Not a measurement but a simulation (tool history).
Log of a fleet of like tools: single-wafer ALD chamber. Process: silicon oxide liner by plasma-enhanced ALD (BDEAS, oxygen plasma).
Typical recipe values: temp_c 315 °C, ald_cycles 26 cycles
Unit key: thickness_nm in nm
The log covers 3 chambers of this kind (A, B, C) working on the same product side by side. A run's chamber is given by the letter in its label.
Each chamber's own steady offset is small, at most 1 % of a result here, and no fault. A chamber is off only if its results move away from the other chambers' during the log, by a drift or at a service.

| run | hour | temp_c | ald_cycles | read-back reference wafer on the same gauge, thickness_nm | thickness_nm |
|---|---|---|---|---|---|
| 1B | 11.1 | 315 | 26 | 2.7393 | 2.3802 |
| 2C | 19.7 | 315 | 26 | 2.7403 | 2.3768 |
| 3A | 28.7 | 315 | 26 | 2.7412 | 2.3489 |
| 4C | 43.9 | 315 | 26 | 2.7418 | 2.3878 |
| 5B | 57.3 | 315 | 26 | 2.7422 | 2.3815 |
| 6A | 67.5 | 315 | 26 | 2.742 | 2.3491 |
| 7A | 76.7 | 315 | 26 | 2.7424 | 2.3495 |
| 8C | 86.1 | 315 | 26 | 2.7445 | 2.3876 |
| 9B | 94.2 | 315 | 26 | 2.743 | 2.3816 |
| 10B | 107.6 | 315 | 26 | 2.7445 | 2.377 |
| 11C | 122.4 | 315 | 26 | 2.7446 | 2.3889 |
| 12A | 132.6 | 328 | 26 | 2.7457 | 2.3143 |
| 13B | 146.6 | 328 | 26 | 2.7453 | 2.3349 |
| 14A | 162.4 | 328 | 26 | 2.7466 | 2.3144 |
| 15C | 170.4 | 315 | 26 | 2.7472 | 2.3838 |
| 16B | 183.6 | 315 | 26 | 2.7473 | 2.3852 |
| 17C | 193.5 | 315 | 26 | 2.7481 | 2.3906 |
| 18A | 206.4 | 315 | 26 | 2.7484 | 2.3575 |
| 19B | 217.4 | 315 | 26 | 2.7488 | 2.3851 |
| 20A | 230.6 | 315 | 26 | 2.7491 | 2.3597 |
| 21C | 246.4 | 315 | 26 | 2.7493 | 2.384 |
| 22B | 260.5 | 326 | 22 | 2.7505 | 1.9888 |
|  | 262.5 | chamber C: thermocouple changed; heater temperature recalibrated |
| 23A | 270.8 | 326 | 22 | 2.7511 | 1.9599 |
| 24C | 283.8 | 326 | 22 | 2.751 | 1.9962 |
| 25C | 291.6 | 315 | 26 | 2.7518 | 2.3934 |
| 26B | 301.7 | 315 | 26 | 2.7526 | 2.3867 |
| 27A | 311 | 315 | 26 | 2.7536 | 2.3499 |
| 28B | 322.3 | 315 | 26 | 2.753 | 2.3845 |
| 29A | 331.4 | 315 | 26 | 2.7524 | 2.355 |
| 30C | 343.6 | 315 | 26 | 2.755 | 2.3899 |
| 31C | 352.1 | 315 | 26 | 2.7537 | 2.3947 |
| 32B | 366.8 | 315 | 26 | 2.7553 | 2.3844 |
| 33A | 377 | 302 | 24 | 2.756 | 2.2226 |
| 34C | 392 | 302 | 24 | 2.7557 | 2.248 |
| 35A | 400.4 | 302 | 24 | 2.7576 | 2.2219 |
| 36B | 409.5 | 310 | 30 | 2.7564 | 2.776 |
| 37C | 419 | 310 | 30 | 2.7566 | 2.7842 |
| 38B | 433 | 310 | 30 | 2.7595 | 2.7837 |
| 39A | 440.3 | 315 | 26 | 2.7563 | 2.3607 |
| 40C | 454.3 | 315 | 26 | 2.7581 | 2.3985 |

What goes on in this fleet: one chamber off, a drifting gauge, or nothing beyond the chambers' own small offsets? Name the chamber and the cause, if any.

The gauge drifts, so all chambers seem to drift together. No chamber is off.
What lies behind it: gauge reads high (%) = 0.695.
